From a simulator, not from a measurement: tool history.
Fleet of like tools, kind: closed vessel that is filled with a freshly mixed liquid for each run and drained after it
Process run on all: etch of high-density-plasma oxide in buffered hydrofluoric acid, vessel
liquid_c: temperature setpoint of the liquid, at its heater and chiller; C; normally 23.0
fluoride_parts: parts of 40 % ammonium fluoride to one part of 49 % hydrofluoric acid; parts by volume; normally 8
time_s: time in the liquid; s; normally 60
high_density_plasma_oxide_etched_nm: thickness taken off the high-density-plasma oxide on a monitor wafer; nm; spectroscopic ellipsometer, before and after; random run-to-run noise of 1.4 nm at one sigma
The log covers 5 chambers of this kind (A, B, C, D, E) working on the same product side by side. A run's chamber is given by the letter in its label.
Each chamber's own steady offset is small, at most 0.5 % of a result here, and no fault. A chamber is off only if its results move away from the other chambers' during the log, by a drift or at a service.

run   hour  liquid_c  fluoride_parts  time_s  read-back film thickness of the high-density-plasma oxide reference wafer, read on the same gauge (nm)  high_density_plasma_oxide_etched_nm
 1B   11.0      23.0               8      60                                                                                                  70.018                              165.560
 2A   21.2      23.0               8      60                                                                                                  69.999                              164.810
 3C   32.8      23.0               8      60                                                                                                  69.994                              165.010
 4E   43.7      23.0               8      60                                                                                                  70.008                              166.900
 5D   56.7      23.0               8      60                                                                                                  70.009                              164.750
 6E   69.9      23.0               8      60                                                                                                  70.024                              163.830
 7D   77.2      23.0               8      60                                                                                                  70.035                              167.080
 8B   90.4      23.0               8      60                                                                                                  69.995                              166.590
 9C  100.4      23.0               8      60                                                                                                  70.018                              164.940
10A  110.7      23.0               8      60                                                                                                  70.014                              166.170
11E  118.4      23.0               8      60                                                                                                  70.029                              165.480
12C  130.9      27.5              11      60                                                                                                  70.014                              157.450
13A  142.0      27.5              11      60                                                                                                  70.002                              158.780
14B  153.7      27.5              11      60                                                                                                  69.972                              160.310
15D  167.8      27.5              11      60                                                                                                  70.029                              153.700
16E  177.1      27.5              11      60                                                                                                  70.002                              157.880
17A  191.9      23.0               8      60                                                                                                  70.019                              163.140
18C  205.2      23.0               8      60                                                                                                  70.017                              165.860
19D  216.8      23.0               8      60                                                                                                  69.970                              159.180
20B  224.1      23.0               8      60                                                                                                  70.012                              164.400
21E  233.3      23.0               8      60                                                                                                  70.009                              165.490
22C  247.2      23.0               8      60                                                                                                  69.997                              164.410
23A  261.7      23.0               8      60                                                                                                  70.000                              164.870
24B  273.8      23.0               8      60                                                                                                  69.980                              165.250
25D  289.0      23.0               5      60                                                                                                  69.989                              248.610
26C  302.6      23.0               5      60                                                                                                  69.989                              256.690
     303.7  -- chamber E: thermometer replaced
27D  314.4      23.0               5      60                                                                                                  70.016                              242.290
28B  324.7      23.0               5      60                                                                                                  70.009                              252.970
29A  332.7      23.0               5      60                                                                                                  69.999                              260.430
30E  341.1      23.0               8      60                                                                                                  70.025                              164.160
31B  349.3      23.0               6      60                                                                                                  69.985                              223.770
32E  361.0      23.0               6      60                                                                                                  69.993                              219.260
33C  373.0      23.0               6      60                                                                                                  69.986                              212.990
34D  386.0      23.0               6      60                                                                                                  69.990                              201.490
35A  395.8      23.0               6      60                                                                                                  70.012                              217.690

For the next run the whole fleet of 5 chambers uses the same settings. Give each chamber's results:
36A  406.9      23.0               8      30                                                                                                                                            ?
36B  406.9      23.0               8      30                                                                                                                                            ?
36C  406.9      23.0               8      30                                                                                                                                            ?
36D  406.9      23.0               8      30                                                                                                                                            ?
36E  406.9      23.0               8      30                                                                                                                                            ?

run  high_density_plasma_oxide_etched_nm
36A                               82.930
36B                               82.184
36C                               82.265
36D                               73.255
36E                               82.338
